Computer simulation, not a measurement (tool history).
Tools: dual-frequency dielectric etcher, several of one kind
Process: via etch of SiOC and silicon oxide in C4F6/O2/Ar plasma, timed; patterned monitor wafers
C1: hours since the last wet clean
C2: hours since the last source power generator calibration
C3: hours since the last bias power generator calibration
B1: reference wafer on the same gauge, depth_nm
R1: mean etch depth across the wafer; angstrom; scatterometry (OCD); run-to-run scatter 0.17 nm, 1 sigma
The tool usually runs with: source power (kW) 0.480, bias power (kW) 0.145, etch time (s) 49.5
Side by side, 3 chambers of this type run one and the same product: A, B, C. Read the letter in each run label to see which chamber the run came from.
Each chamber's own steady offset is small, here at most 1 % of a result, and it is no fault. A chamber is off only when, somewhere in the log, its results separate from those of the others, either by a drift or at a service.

{"run": "1B", "hour": 6.0, "source power (kW)": 0.48, "bias power (kW)": 0.145, "etch time (s)": 49.5, "C1": 44.9, "C2": 987.9, "C3": 1780.2, "B1": 50.426, "R1": 560.18}
{"run": "2C", "hour": 10.4, "source power (kW)": 0.48, "bias power (kW)": 0.145, "etch time (s)": 49.5, "C1": 177.9, "C2": 544.8, "C3": 1284.1, "B1": 50.396, "R1": 560.04}
{"run": "3A", "hour": 15.7, "source power (kW)": 0.48, "bias power (kW)": 0.145, "etch time (s)": 49.5, "C1": 240.5, "C2": 1982.3, "C3": 1276.3, "B1": 50.393, "R1": 566.76}
{"hour": 22.1, "done": "chamber B: bias power generator calibrated"}
{"run": "4C", "hour": 24.8, "source power (kW)": 0.48, "bias power (kW)": 0.145, "etch time (s)": 49.5, "C1": 192.3, "C2": 559.2, "C3": 1298.5, "B1": 50.388, "R1": 561.78}
{"run": "5B", "hour": 30.7, "source power (kW)": 0.48, "bias power (kW)": 0.145, "etch time (s)": 49.5, "C1": 69.6, "C2": 1012.6, "C3": 8.6, "B1": 50.398, "R1": 561.25}
{"run": "6A", "hour": 37.0, "source power (kW)": 0.58, "bias power (kW)": 0.145, "etch time (s)": 60.5, "C1": 261.8, "C2": 2003.6, "C3": 1297.6, "B1": 50.373, "R1": 744.64}
{"run": "7B", "hour": 41.2, "source power (kW)": 0.58, "bias power (kW)": 0.145, "etch time (s)": 60.5, "C1": 80.1, "C2": 1023.1, "C3": 19.1, "B1": 50.433, "R1": 735.31}
{"run": "8A", "hour": 49.6, "source power (kW)": 0.58, "bias power (kW)": 0.145, "etch time (s)": 60.5, "C1": 274.4, "C2": 2016.2, "C3": 1310.2, "B1": 50.381, "R1": 743.54}
{"run": "9C", "hour": 55.3, "source power (kW)": 0.48, "bias power (kW)": 0.145, "etch time (s)": 49.5, "C1": 222.8, "C2": 589.7, "C3": 1329.0, "B1": 50.399, "R1": 563.97}
{"run": "10C", "hour": 62.2, "source power (kW)": 0.48, "bias power (kW)": 0.112, "etch time (s)": 49.5, "C1": 229.7, "C2": 596.6, "C3": 1335.9, "B1": 50.386, "R1": 519.11}
{"run": "11A", "hour": 70.7, "source power (kW)": 0.48, "bias power (kW)": 0.112, "etch time (s)": 49.5, "C1": 295.5, "C2": 2037.3, "C3": 1331.3, "B1": 50.423, "R1": 525.86}
{"run": "12B", "hour": 74.7, "source power (kW)": 0.48, "bias power (kW)": 0.112, "etch time (s)": 49.5, "C1": 113.6, "C2": 1056.6, "C3": 52.6, "B1": 50.372, "R1": 516.22}
{"run": "13B", "hour": 83.9, "source power (kW)": 0.48, "bias power (kW)": 0.145, "etch time (s)": 49.5, "C1": 122.8, "C2": 1065.8, "C3": 61.8, "B1": 50.412, "R1": 560.84}
{"run": "14A", "hour": 93.1, "source power (kW)": 0.48, "bias power (kW)": 0.145, "etch time (s)": 49.5, "C1": 317.9, "C2": 2059.7, "C3": 1353.7, "B1": 50.398, "R1": 566.13}
{"hour": 94.3, "done": "chamber A: wet clean of the chamber"}
{"run": "15C", "hour": 100.9, "source power (kW)": 0.48, "bias power (kW)": 0.145, "etch time (s)": 49.5, "C1": 268.4, "C2": 635.3, "C3": 1374.6, "B1": 50.399, "R1": 561.39}
{"run": "16C", "hour": 106.8, "source power (kW)": 0.48, "bias power (kW)": 0.145, "etch time (s)": 49.5, "C1": 274.3, "C2": 641.2, "C3": 1380.5, "B1": 50.369, "R1": 561.5}
{"run": "17B", "hour": 114.2, "source power (kW)": 0.48, "bias power (kW)": 0.145, "etch time (s)": 49.5, "C1": 153.1, "C2": 1096.1, "C3": 92.1, "B1": 50.377, "R1": 556.6}
{"run": "18A", "hour": 121.9, "source power (kW)": 0.48, "bias power (kW)": 0.145, "etch time (s)": 49.5, "C1": 27.7, "C2": 2088.5, "C3": 1382.5, "B1": 50.432, "R1": 578.65}
{"run": "19B", "hour": 128.3, "source power (kW)": 0.48, "bias power (kW)": 0.145, "etch time (s)": 49.5, "C1": 167.2, "C2": 1110.2, "C3": 106.2, "B1": 50.39, "R1": 560.17}
{"run": "20C", "hour": 132.6, "source power (kW)": 0.48, "bias power (kW)": 0.145, "etch time (s)": 49.5, "C1": 300.1, "C2": 667.0, "C3": 1406.3, "B1": 50.333, "R1": 560.7}
{"run": "21A", "hour": 138.5, "source power (kW)": 0.48, "bias power (kW)": 0.145, "etch time (s)": 49.5, "C1": 44.3, "C2": 2105.1, "C3": 1399.1, "B1": 50.414, "R1": 579.03}
{"run": "22A", "hour": 143.1, "source power (kW)": 0.48, "bias power (kW)": 0.145, "etch time (s)": 45.0, "C1": 48.9, "C2": 2109.7, "C3": 1403.7, "B1": 50.39, "R1": 525.2}
{"run": "23B", "hour": 151.3, "source power (kW)": 0.48, "bias power (kW)": 0.145, "etch time (s)": 45.0, "C1": 190.2, "C2": 1133.2, "C3": 129.2, "B1": 50.381, "R1": 510.06}
{"run": "24C", "hour": 157.9, "source power (kW)": 0.48, "bias power (kW)": 0.145, "etch time (s)": 45.0, "C1": 325.4, "C2": 692.3, "C3": 1431.6, "B1": 50.411, "R1": 508.57}
{"run": "25B", "hour": 166.6, "source power (kW)": 0.48, "bias power (kW)": 0.145, "etch time (s)": 54.0, "C1": 205.5, "C2": 1148.5, "C3": 144.5, "B1": 50.388, "R1": 606.46}
{"run": "26C", "hour": 172.9, "source power (kW)": 0.48, "bias power (kW)": 0.145, "etch time (s)": 54.0, "C1": 340.4, "C2": 707.3, "C3": 1446.6, "B1": 50.406, "R1": 610.29}
{"run": "27A", "hour": 180.1, "source power (kW)": 0.48, "bias power (kW)": 0.145, "etch time (s)": 54.0, "C1": 85.9, "C2": 2146.7, "C3": 1440.7, "B1": 50.409, "R1": 630.86}
{"run": "28C", "hour": 188.2, "source power (kW)": 0.48, "bias power (kW)": 0.145, "etch time (s)": 49.5, "C1": 355.7, "C2": 722.6, "C3": 1461.9, "B1": 50.389, "R1": 560.6}
{"run": "29B", "hour": 192.5, "source power (kW)": 0.48, "bias power (kW)": 0.145, "etch time (s)": 49.5, "C1": 231.4, "C2": 1174.4, "C3": 170.4, "B1": 50.425, "R1": 557.78}
{"run": "30A", "hour": 199.1, "source power (kW)": 0.48, "bias power (kW)": 0.145, "etch time (s)": 49.5, "C1": 104.9, "C2": 2165.7, "C3": 1459.7, "B1": 50.413, "R1": 578.45}
{"run": "31C", "hour": 207.9, "source power (kW)": 0.48, "bias power (kW)": 0.145, "etch time (s)": 49.5, "C1": 375.4, "C2": 742.3, "C3": 1481.6, "B1": 50.383, "R1": 555.99}
{"run": "32B", "hour": 217.0, "source power (kW)": 0.48, "bias power (kW)": 0.145, "etch time (s)": 49.5, "C1": 255.9, "C2": 1198.9, "C3": 194.9, "B1": 50.426, "R1": 560.4}
{"run": "33A", "hour": 222.3, "source power (kW)": 0.48, "bias power (kW)": 0.145, "etch time (s)": 49.5, "C1": 128.1, "C2": 2188.9, "C3": 1482.9, "B1": 50.418, "R1": 578.26}
{"run": "34C", "hour": 230.0, "source power (kW)": 0.48, "bias power (kW)": 0.145, "etch time (s)": 49.5, "C1": 397.5, "C2": 764.4, "C3": 1503.7, "B1": 50.404, "R1": 564.47}
{"run": "35B", "hour": 235.1, "source power (kW)": 0.48, "bias power (kW)": 0.145, "etch time (s)": 49.5, "C1": 274.0, "C2": 1217.0, "C3": 213.0, "B1": 50.414, "R1": 563.12}
{"run": "36A", "hour": 239.7, "source power (kW)": 0.48, "bias power (kW)": 0.145, "etch time (s)": 49.5, "C1": 145.5, "C2": 2206.3, "C3": 1500.3, "B1": 50.419, "R1": 577.49}
{"run": "37A", "hour": 244.9, "source power (kW)": 0.48, "bias power (kW)": 0.145, "etch time (s)": 49.5, "C1": 150.7, "C2": 2211.5, "C3": 1505.5, "B1": 50.432, "R1": 577.76}
{"run": "38C", "hour": 253.3, "source power (kW)": 0.48, "bias power (kW)": 0.145, "etch time (s)": 49.5, "C1": 420.8, "C2": 787.7, "C3": 1527.0, "B1": 50.399, "R1": 561.73}
{"run": "39B", "hour": 259.9, "source power (kW)": 0.48, "bias power (kW)": 0.145, "etch time (s)": 49.5, "C1": 298.8, "C2": 1241.8, "C3": 237.8, "B1": 50.429, "R1": 562.95}
{"run": "40C", "hour": 266.6, "source power (kW)": 0.48, "bias power (kW)": 0.145, "etch time (s)": 49.5, "C1": 434.1, "C2": 801.0, "C3": 1540.3, "B1": 50.384, "R1": 562.49}
{"run": "41A", "hour": 273.1, "source power (kW)": 0.48, "bias power (kW)": 0.145, "etch time (s)": 49.5, "C1": 178.9, "C2": 2239.7, "C3": 1533.7, "B1": 50.4, "R1": 579.49}
{"run": "42B", "hour": 281.2, "source power (kW)": 0.48, "bias power (kW)": 0.145, "etch time (s)": 49.5, "C1": 320.1, "C2": 1263.1, "C3": 259.1, "B1": 50.362, "R1": 560.54}
{"run": "43B", "hour": 286.1, "source power (kW)": 0.48, "bias power (kW)": 0.145, "etch time (s)": 49.5, "C1": 325.0, "C2": 1268.0, "C3": 264.0, "B1": 50.412, "R1": 559.2}

All 3 chambers run these settings next. Forecast each chamber's results:
{"run": "44A", "hour": 292.7, "source power (kW)": 0.48, "bias power (kW)": 0.145, "etch time (s)": 43.0, "R1": "?"}
{"run": "44B", "hour": 292.7, "source power (kW)": 0.48, "bias power (kW)": 0.145, "etch time (s)": 43.0, "R1": "?"}
{"run": "44C", "hour": 292.7, "source power (kW)": 0.48, "bias power (kW)": 0.145, "etch time (s)": 43.0, "R1": "?"}

run=44A R1=503.13
run=44B R1=485.49
run=44C R1=486.75
